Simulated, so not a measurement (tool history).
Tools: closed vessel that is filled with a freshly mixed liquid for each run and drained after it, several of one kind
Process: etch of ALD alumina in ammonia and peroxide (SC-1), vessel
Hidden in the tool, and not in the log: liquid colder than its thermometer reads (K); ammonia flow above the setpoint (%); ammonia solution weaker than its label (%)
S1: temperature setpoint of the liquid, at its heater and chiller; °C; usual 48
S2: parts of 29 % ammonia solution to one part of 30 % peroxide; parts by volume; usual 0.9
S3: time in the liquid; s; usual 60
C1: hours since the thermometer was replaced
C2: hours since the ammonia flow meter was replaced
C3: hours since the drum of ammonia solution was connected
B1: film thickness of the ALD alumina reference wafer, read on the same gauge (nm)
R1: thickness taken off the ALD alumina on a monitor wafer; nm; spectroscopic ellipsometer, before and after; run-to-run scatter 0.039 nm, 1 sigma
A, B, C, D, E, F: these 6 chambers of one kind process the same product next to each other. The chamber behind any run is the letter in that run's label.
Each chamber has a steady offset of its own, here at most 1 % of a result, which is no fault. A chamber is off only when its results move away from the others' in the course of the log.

{"run": "1F", "day": 0.358, "S1": 48, "S2": 0.9, "S3": 60, "C1": 397.3, "C2": 2308.6, "C3": 913.9, "B1": 79.985, "R1": 5.4376}
{"run": "2B", "day": 0.596, "S1": 48, "S2": 0.9, "S3": 60, "C1": 544.2, "C2": 44.3, "C3": 237.9, "B1": 79.968, "R1": 5.5606}
{"run": "3C", "day": 0.867, "S1": 48, "S2": 0.9, "S3": 60, "C1": 189.7, "C2": 646.9, "C3": 571.3, "B1": 80.024, "R1": 5.5102}
{"run": "4D", "day": 1.308, "S1": 48, "S2": 0.9, "S3": 60, "C1": 157.6, "C2": 209.2, "C3": 331.4, "B1": 79.993, "R1": 5.3783}
{"run": "5E", "day": 1.692, "S1": 48, "S2": 0.9, "S3": 60, "C1": 573.6, "C2": 794.5, "C3": 1130.6, "B1": 79.979, "R1": 5.4247}
{"day": 1.921, "done": "chamber D: new drum of ammonia solution connected"}
{"run": "6A", "day": 1.967, "S1": 48, "S2": 0.9, "S3": 60, "C1": 611.8, "C2": 255.8, "C3": 892.6, "B1": 79.987, "R1": 5.3958}
{"day": 2.033, "done": "chamber E: new drum of ammonia solution connected"}
{"run": "7D", "day": 2.279, "S1": 48, "S2": 0.9, "S3": 60, "C1": 180.9, "C2": 232.5, "C3": 8.6, "B1": 80.04, "R1": 5.3577}
{"day": 2.571, "done": "chamber E: thermometer replaced"}
{"run": "8C", "day": 2.65, "S1": 48, "S2": 0.9, "S3": 60, "C1": 232.5, "C2": 689.7, "C3": 614.1, "B1": 80.012, "R1": 5.5183}
{"run": "9B", "day": 2.933, "S1": 48, "S2": 0.9, "S3": 60, "C1": 600.3, "C2": 100.4, "C3": 294, "B1": 80.011, "R1": 5.4377}
{"run": "10F", "day": 3.346, "S1": 48, "S2": 0.9, "S3": 60, "C1": 469, "C2": 2380.3, "C3": 985.6, "B1": 79.966, "R1": 5.4992}
{"run": "11E", "day": 3.583, "S1": 48, "S2": 0.9, "S3": 60, "C1": 24.4, "C2": 839.9, "C3": 37.2, "B1": 79.991, "R1": 5.5567}
{"run": "12A", "day": 4.004, "S1": 48, "S2": 0.9, "S3": 60, "C1": 660.7, "C2": 304.7, "C3": 941.5, "B1": 80.013, "R1": 5.414}
{"run": "13E", "day": 4.346, "S1": 48, "S2": 0.9, "S3": 60, "C1": 42.7, "C2": 858.2, "C3": 55.5, "B1": 79.968, "R1": 5.5108}
{"day": 4.442, "done": "chamber F: ammonia flow meter replaced"}
{"run": "14C", "day": 4.708, "S1": 48, "S2": 0.9, "S3": 60, "C1": 281.9, "C2": 739.1, "C3": 663.5, "B1": 79.99, "R1": 5.4883}
{"run": "15A", "day": 5.004, "S1": 48, "S2": 0.9, "S3": 60, "C1": 684.7, "C2": 328.7, "C3": 965.5, "B1": 79.998, "R1": 5.4531}
{"day": 5.162, "done": "chamber C: new drum of ammonia solution connected"}
{"run": "16D", "day": 5.408, "S1": 48, "S2": 0.9, "S3": 60, "C1": 256, "C2": 307.6, "C3": 83.7, "B1": 79.984, "R1": 5.2649}
{"run": "17B", "day": 5.767, "S1": 48, "S2": 0.9, "S3": 60, "C1": 668.3, "C2": 168.4, "C3": 362, "B1": 80.057, "R1": 5.4442}
{"run": "18F", "day": 6.162, "S1": 48, "S2": 0.9, "S3": 60, "C1": 536.6, "C2": 41.4, "C3": 1053.2, "B1": 80.007, "R1": 5.5484}
{"run": "19A", "day": 6.388, "S1": 48, "S2": 0.9, "S3": 60, "C1": 717.9, "C2": 361.9, "C3": 998.7, "B1": 79.975, "R1": 5.474}
{"run": "20F", "day": 6.662, "S1": 48, "S2": 0.9, "S3": 60, "C1": 548.6, "C2": 53.4, "C3": 1065.2, "B1": 80.005, "R1": 5.4334}
{"run": "21D", "day": 7.046, "S1": 48, "S2": 0.9, "S3": 60, "C1": 295.3, "C2": 346.9, "C3": 123, "B1": 80.019, "R1": 5.2031}
{"day": 7.142, "done": "chamber A: new drum of ammonia solution connected"}
{"run": "22B", "day": 7.338, "S1": 48, "S2": 0.9, "S3": 60, "C1": 706, "C2": 206.1, "C3": 399.7, "B1": 79.991, "R1": 5.5281}
{"run": "23E", "day": 7.546, "S1": 48, "S2": 0.9, "S3": 60, "C1": 119.5, "C2": 935, "C3": 132.3, "B1": 80.058, "R1": 5.5288}
{"run": "24C", "day": 7.946, "S1": 48, "S2": 0.9, "S3": 60, "C1": 359.6, "C2": 816.8, "C3": 66.9, "B1": 79.975, "R1": 5.4574}
{"run": "25A", "day": 8.162, "S1": 48, "S2": 0.9, "S3": 60, "C1": 760.5, "C2": 404.5, "C3": 24.5, "B1": 80.019, "R1": 5.4681}
{"day": 8.292, "done": "chamber F: new drum of ammonia solution connected"}
{"run": "26B", "day": 8.542, "S1": 48, "S2": 0.9, "S3": 60, "C1": 734.9, "C2": 235, "C3": 428.6, "B1": 80.004, "R1": 5.549}
{"run": "27E", "day": 8.858, "S1": 48, "S2": 0.9, "S3": 60, "C1": 151, "C2": 966.5, "C3": 163.8, "B1": 80.012, "R1": 5.5008}
{"run": "28D", "day": 9.279, "S1": 48, "S2": 0.9, "S3": 60, "C1": 348.9, "C2": 400.5, "C3": 176.6, "B1": 80.005, "R1": 5.0683}
{"run": "29F", "day": 9.571, "S1": 48, "S2": 0.9, "S3": 60, "C1": 618.4, "C2": 123.2, "C3": 30.7, "B1": 80.026, "R1": 5.4152}
{"run": "30C", "day": 9.842, "S1": 48, "S2": 0.9, "S3": 60, "C1": 405.1, "C2": 862.3, "C3": 112.4, "B1": 80.01, "R1": 5.5188}
{"run": "31A", "day": 10.242, "S1": 48, "S2": 0.9, "S3": 60, "C1": 810.4, "C2": 454.4, "C3": 74.4, "B1": 80.016, "R1": 5.473}
{"run": "32E", "day": 10.625, "S1": 48, "S2": 1.05, "S3": 80, "C1": 193.4, "C2": 1008.9, "C3": 206.2, "B1": 80.037, "R1": 7.4092}
{"run": "33C", "day": 10.888, "S1": 48, "S2": 1.05, "S3": 80, "C1": 430.2, "C2": 887.4, "C3": 137.5, "B1": 79.982, "R1": 7.3568}
{"run": "34F", "day": 11.304, "S1": 48, "S2": 1.05, "S3": 80, "C1": 660, "C2": 164.8, "C3": 72.3, "B1": 79.998, "R1": 7.4537}
{"run": "35D", "day": 11.675, "S1": 48, "S2": 1.05, "S3": 80, "C1": 406.4, "C2": 458, "C3": 234.1, "B1": 80.011, "R1": 6.8516}
{"run": "36B", "day": 11.958, "S1": 48, "S2": 1.05, "S3": 80, "C1": 816.9, "C2": 317, "C3": 510.6, "B1": 79.996, "R1": 7.3341}
{"run": "37E", "day": 12.175, "S1": 48, "S2": 1.05, "S3": 80, "C1": 230.6, "C2": 1046.1, "C3": 243.4, "B1": 80.015, "R1": 7.4632}
{"run": "38B", "day": 12.558, "S1": 48, "S2": 1.1, "S3": 60, "C1": 831.3, "C2": 331.4, "C3": 525, "B1": 79.968, "R1": 5.5878}
{"run": "39A", "day": 12.958, "S1": 48, "S2": 1.1, "S3": 60, "C1": 875.6, "C2": 519.6, "C3": 139.6, "B1": 80.033, "R1": 5.6194}
{"run": "40D", "day": 13.246, "S1": 48, "S2": 1.1, "S3": 60, "C1": 444.1, "C2": 495.7, "C3": 271.8, "B1": 79.975, "R1": 5.0743}
{"run": "41C", "day": 13.492, "S1": 48, "S2": 1.1, "S3": 60, "C1": 492.7, "C2": 949.9, "C3": 200, "B1": 80.008, "R1": 5.5917}
{"run": "42F", "day": 13.796, "S1": 48, "S2": 1.1, "S3": 60, "C1": 719.8, "C2": 224.6, "C3": 132.1, "B1": 79.956, "R1": 5.6048}

All chambers now run identical settings, listed one chamber a line with results as question marks. What results will each chamber show?
{"run": "43A", "day": 14.117, "S1": 48, "S2": 0.9, "S3": 60, "R1": "?"}
{"run": "43B", "day": 14.117, "S1": 48, "S2": 0.9, "S3": 60, "R1": "?"}
{"run": "43C", "day": 14.117, "S1": 48, "S2": 0.9, "S3": 60, "R1": "?"}
{"run": "43D", "day": 14.117, "S1": 48, "S2": 0.9, "S3": 60, "R1": "?"}
{"run": "43E", "day": 14.117, "S1": 48, "S2": 0.9, "S3": 60, "R1": "?"}
{"run": "43F", "day": 14.117, "S1": 48, "S2": 0.9, "S3": 60, "R1": "?"}

run=43A R1=5.4197
run=43B R1=5.5241
run=43C R1=5.5107
run=43D R1=4.9728
run=43E R1=5.5812
run=43F R1=5.3806

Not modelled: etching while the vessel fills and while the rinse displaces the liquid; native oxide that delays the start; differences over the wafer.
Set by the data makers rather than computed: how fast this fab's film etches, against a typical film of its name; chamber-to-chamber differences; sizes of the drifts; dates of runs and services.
